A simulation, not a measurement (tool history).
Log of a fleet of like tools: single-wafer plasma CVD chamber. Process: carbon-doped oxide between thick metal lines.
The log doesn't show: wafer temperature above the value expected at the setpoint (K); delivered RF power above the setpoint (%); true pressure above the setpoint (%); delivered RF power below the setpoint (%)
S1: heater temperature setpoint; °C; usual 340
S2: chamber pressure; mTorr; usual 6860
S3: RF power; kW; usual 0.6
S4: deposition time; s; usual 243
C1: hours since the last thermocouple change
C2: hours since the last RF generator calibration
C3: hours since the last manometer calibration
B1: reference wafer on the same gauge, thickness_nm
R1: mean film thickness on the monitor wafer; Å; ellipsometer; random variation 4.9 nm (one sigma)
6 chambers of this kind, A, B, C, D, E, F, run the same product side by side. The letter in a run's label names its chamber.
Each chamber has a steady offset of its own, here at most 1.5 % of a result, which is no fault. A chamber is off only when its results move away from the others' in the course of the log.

At hour 1.7: chamber D: RF generator calibrated.
Run 1B, hour 7.1: usual settings; C1 532.9; C2 680; C3 191.7; B1 1490.4. Result: R1 14287 Å.
Run 2F, hour 20.1: usual settings; C1 1551.7; C2 1145.9; C3 616.3; B1 1489.5. Result: R1 14634 Å.
Run 3A, hour 27.9: usual settings; C1 1769.9; C2 1107.6; C3 2152; B1 1489.8. Result: R1 14599 Å.
Run 4C, hour 36.6: usual settings; C1 1559.1; C2 353.9; C3 1183.2; B1 1489.5. Result: R1 14669 Å.
Run 5D, hour 49.6: usual settings; C1 2615.8; C2 47.9; C3 2367.4; B1 1491.6. Result: R1 14543 Å.
At hour 59.5: chamber D: thermocouple changed; heater temperature recalibrated.
Run 6E, hour 61.4: usual settings; C1 389; C2 898.7; C3 492.2; B1 1489. Result: R1 14524 Å.
Run 7A, hour 69: usual settings; C1 1811; C2 1148.7; C3 2193.1; B1 1490.1. Result: R1 14568 Å.
Run 8F, hour 81: usual settings; C1 1612.6; C2 1206.8; C3 677.2; B1 1490.8. Result: R1 14704 Å.
Run 9B, hour 89.9: usual settings; C1 615.7; C2 762.8; C3 274.5; B1 1489.2. Result: R1 14397 Å.
Run 10E, hour 100.8: usual settings; C1 428.4; C2 938.1; C3 531.6; B1 1490.5. Result: R1 14557 Å.
Run 11D, hour 110.5: usual settings; C1 51; C2 108.8; C3 2428.3; B1 1488.9. Result: R1 14567 Å.
Run 12C, hour 122.3: usual settings; C1 1644.8; C2 439.6; C3 1268.9; B1 1490.3. Result: R1 14674 Å.
Run 13E, hour 130.6: usual settings; C1 458.2; C2 967.9; C3 561.4; B1 1491.2. Result: R1 14549 Å.
Run 14F, hour 136.7: usual settings; C1 1668.3; C2 1262.5; C3 732.9; B1 1489.6. Result: R1 14855 Å.
Run 15C, hour 145: usual settings; C1 1667.5; C2 462.3; C3 1291.6; B1 1491.7. Result: R1 14606 Å.
Run 16A, hour 155.7: usual settings; C1 1897.7; C2 1235.4; C3 2279.8; B1 1489.5. Result: R1 14669 Å.
Run 17D, hour 168.5: usual settings; C1 109; C2 166.8; C3 2486.3; B1 1490.4. Result: R1 14612 Å.
Run 18B, hour 179.3: usual settings; C1 705.1; C2 852.2; C3 363.9; B1 1490.8. Result: R1 14429 Å.
At hour 180.1: chamber E: RF generator calibrated.
Run 19F, hour 188.9: usual settings; C1 1720.5; C2 1314.7; C3 785.1; B1 1490.5. Result: R1 14763 Å.
Run 20A, hour 200.5: usual settings but S1 353 °C, S4 281 s; C1 1942.5; C2 1280.2; C3 2324.6; B1 1489.9. Result: R1 16280 Å.
Run 21E, hour 207.4: usual settings but S1 353 °C, S4 281 s; C1 535; C2 27.4; C3 638.2; B1 1489.9. Result: R1 16241 Å.
Run 22C, hour 218.8: usual settings but S1 353 °C, S4 281 s; C1 1741.3; C2 536.1; C3 1365.4; B1 1490. Result: R1 16411 Å.
Run 23B, hour 225.4: usual settings but S1 353 °C, S4 281 s; C1 751.2; C2 898.3; C3 410; B1 1490.5. Result: R1 16041 Å.
Run 24D, hour 238.5: usual settings but S1 353 °C, S4 281 s; C1 179; C2 236.8; C3 2556.3; B1 1488.4. Result: R1 16239 Å.
Run 25D, hour 249.5: usual settings but S1 353 °C, S4 281 s; C1 190; C2 247.8; C3 2567.3; B1 1490.3. Result: R1 16285 Å.
Run 26A, hour 261: usual settings but S3 0.7 kW; C1 2003; C2 1340.7; C3 2385.1; B1 1489.5. Result: R1 16076 Å.
Run 27C, hour 272.3: usual settings but S3 0.7 kW; C1 1794.8; C2 589.6; C3 1418.9; B1 1491.1. Result: R1 16028 Å.
Run 28F, hour 279.6: usual settings but S3 0.7 kW; C1 1811.2; C2 1405.4; C3 875.8; B1 1489.2. Result: R1 16153 Å.
Run 29E, hour 288.9: usual settings but S3 0.7 kW; C1 616.5; C2 108.9; C3 719.7; B1 1488.7. Result: R1 16031 Å.
Run 30B, hour 301.1: usual settings but S3 0.7 kW; C1 826.9; C2 974; C3 485.7; B1 1489.4. Result: R1 15807 Å.
Run 31C, hour 313.2: usual settings but S3 0.7 kW; C1 1835.7; C2 630.5; C3 1459.8; B1 1490.2. Result: R1 16076 Å.
Run 32A, hour 326.9: usual settings; C1 2068.9; C2 1406.6; C3 2451; B1 1489.3. Result: R1 14612 Å.
Run 33D, hour 334: usual settings; C1 274.5; C2 332.3; C3 2651.8; B1 1489.7. Result: R1 14543 Å.
Run 34B, hour 341: usual settings; C1 866.8; C2 1013.9; C3 525.6; B1 1491.2. Result: R1 14327 Å.
Run 35F, hour 354.2: usual settings; C1 1885.8; C2 1480; C3 950.4; B1 1489.8. Result: R1 14725 Å.
Run 36E, hour 363.2: usual settings but S1 331 °C; C1 690.8; C2 183.2; C3 794; B1 1489.8. Result: R1 14888 Å.
Run 37A, hour 374.8: usual settings but S1 331 °C; C1 2116.8; C2 1454.5; C3 2498.9; B1 1488.9. Result: R1 14863 Å.
Run 38C, hour 386.4: usual settings but S1 331 °C; C1 1908.9; C2 703.7; C3 1533; B1 1489.2. Result: R1 15012 Å.
Run 39B, hour 400.3: usual settings but S1 331 °C; C1 926.1; C2 1073.2; C3 584.9; B1 1489.4. Result: R1 14750 Å.
Run 40D, hour 406.6: usual settings but S1 331 °C; C1 347.1; C2 404.9; C3 2724.4; B1 1489.2. Result: R1 14912 Å.
Run 41F, hour 414: usual settings but S1 331 °C; C1 1945.6; C2 1539.8; C3 1010.2; B1 1489.4. Result: R1 15154 Å.

All 6 chambers run these settings next. Forecast each chamber's results:
Run 42A, hour 424.1: usual settings but S2 6210 mTorr. Result: R1 ?.
Run 42B, hour 424.1: usual settings but S2 6210 mTorr. Result: R1 ?.
Run 42C, hour 424.1: usual settings but S2 6210 mTorr. Result: R1 ?.
Run 42D, hour 424.1: usual settings but S2 6210 mTorr. Result: R1 ?.
Run 42E, hour 424.1: usual settings but S2 6210 mTorr. Result: R1 ?.
Run 42F, hour 424.1: usual settings but S2 6210 mTorr. Result: R1 ?.

run     R1
42A  14407
42B  14273
42C  14552
42D  14471
42E  14312
42F  14525

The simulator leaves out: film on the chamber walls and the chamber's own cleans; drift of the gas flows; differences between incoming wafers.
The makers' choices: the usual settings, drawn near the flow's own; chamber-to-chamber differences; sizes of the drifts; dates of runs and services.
